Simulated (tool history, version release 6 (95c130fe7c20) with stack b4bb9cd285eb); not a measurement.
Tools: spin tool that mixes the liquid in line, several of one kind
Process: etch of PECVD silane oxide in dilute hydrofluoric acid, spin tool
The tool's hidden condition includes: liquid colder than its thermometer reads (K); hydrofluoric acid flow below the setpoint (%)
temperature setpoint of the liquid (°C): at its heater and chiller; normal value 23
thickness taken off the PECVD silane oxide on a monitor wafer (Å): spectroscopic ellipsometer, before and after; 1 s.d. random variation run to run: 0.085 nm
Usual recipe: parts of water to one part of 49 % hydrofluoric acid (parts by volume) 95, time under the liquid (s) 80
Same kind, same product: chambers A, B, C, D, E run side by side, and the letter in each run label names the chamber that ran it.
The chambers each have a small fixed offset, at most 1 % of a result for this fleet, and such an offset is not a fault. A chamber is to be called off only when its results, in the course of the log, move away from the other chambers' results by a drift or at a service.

run,hour,temperature setpoint of the liquid (°C),parts of water to one part of 49 % hydrofluoric acid (parts by volume),time under the liquid (s),hours since the thermometer was replaced,hours since the hydrofluoric acid flow meter was replaced,"read-back film thickness of the PECVD silane oxide reference wafer, read on the same gauge (nm)",thickness taken off the PECVD silane oxide on a monitor wafer (Å)
1C,3.9,23,95,80,1386.4,869.2,129.98,167.77
2E,8,23,95,80,663.9,218.7,129.99,169.18
# hour 11.1: chamber C: hydrofluoric acid flow meter replaced
3D,11.7,23,95,80,844.9,135,129.98,167.02
4A,14,23,95,80,279.1,1799.6,130.02,166.34
5B,16.2,23,125,80,697.6,440,129.99,123.04
6A,19,23,125,80,284.1,1804.6,130.03,122.65
7D,21.9,23,125,80,855.1,145.2,129.99,122.69
8C,24.9,23,125,80,1407.4,13.8,129.99,123.3
9E,27.1,23,125,80,683,237.8,129.99,124.7
10B,30.4,23,95,80,711.8,454.2,130.05,170.27
11A,34.6,23,95,80,299.7,1820.2,129.97,167.57
12D,38.3,23,95,80,871.5,161.6,130.01,166.86
13B,42.4,23,95,80,723.8,466.2,130.03,168.94
14E,45.8,20.5,95,115,701.7,256.5,130,218.56
15C,48,20.5,95,115,1430.5,36.9,130.03,218.76
16D,50.7,20.5,95,115,883.9,174,130.04,218.09
17E,52.8,20.5,95,115,708.7,263.5,130.01,219.13
18A,56.7,20.5,95,115,321.8,1842.3,129.99,215.44
19B,58.8,23,95,80,740.2,482.6,129.96,168.3
20C,61,23,95,80,1443.5,49.9,129.98,167.96
21B,63.1,23,95,80,744.5,486.9,130.01,169.03
22D,65.1,23,95,80,898.3,188.4,130.01,167.37
23A,69,23,95,80,334.1,1854.6,130.01,168.21
24C,71.8,23,95,80,1454.3,60.7,129.97,167.2
25E,76.2,21,95,65,732.1,286.9,130.03,126.65
26B,78.8,21,95,65,760.2,502.6,129.94,127.21
27E,83,21,95,65,738.9,293.7,129.96,127.06
28D,85.2,21,95,65,918.4,208.5,130.05,126.04
29C,88.3,21,95,65,1470.8,77.2,130.05,124.92
30A,92.3,23,95,80,357.4,1877.9,130.03,167.42
31D,94.9,23,95,80,928.1,218.2,130.01,165.75
32C,97.2,23,95,80,1479.7,86.1,130.05,168.34

For the next run the whole fleet of 5 chambers uses the same settings. Give each chamber's results:
33A,100.5,23,95,125,,,,?
33B,100.5,23,95,125,,,,?
33C,100.5,23,95,125,,,,?
33D,100.5,23,95,125,,,,?
33E,100.5,23,95,125,,,,?

run,thickness taken off the PECVD silane oxide on a monitor wafer (Å)
33A,260.76
33B,261.3
33C,261.52
33D,260.86
33E,262.29
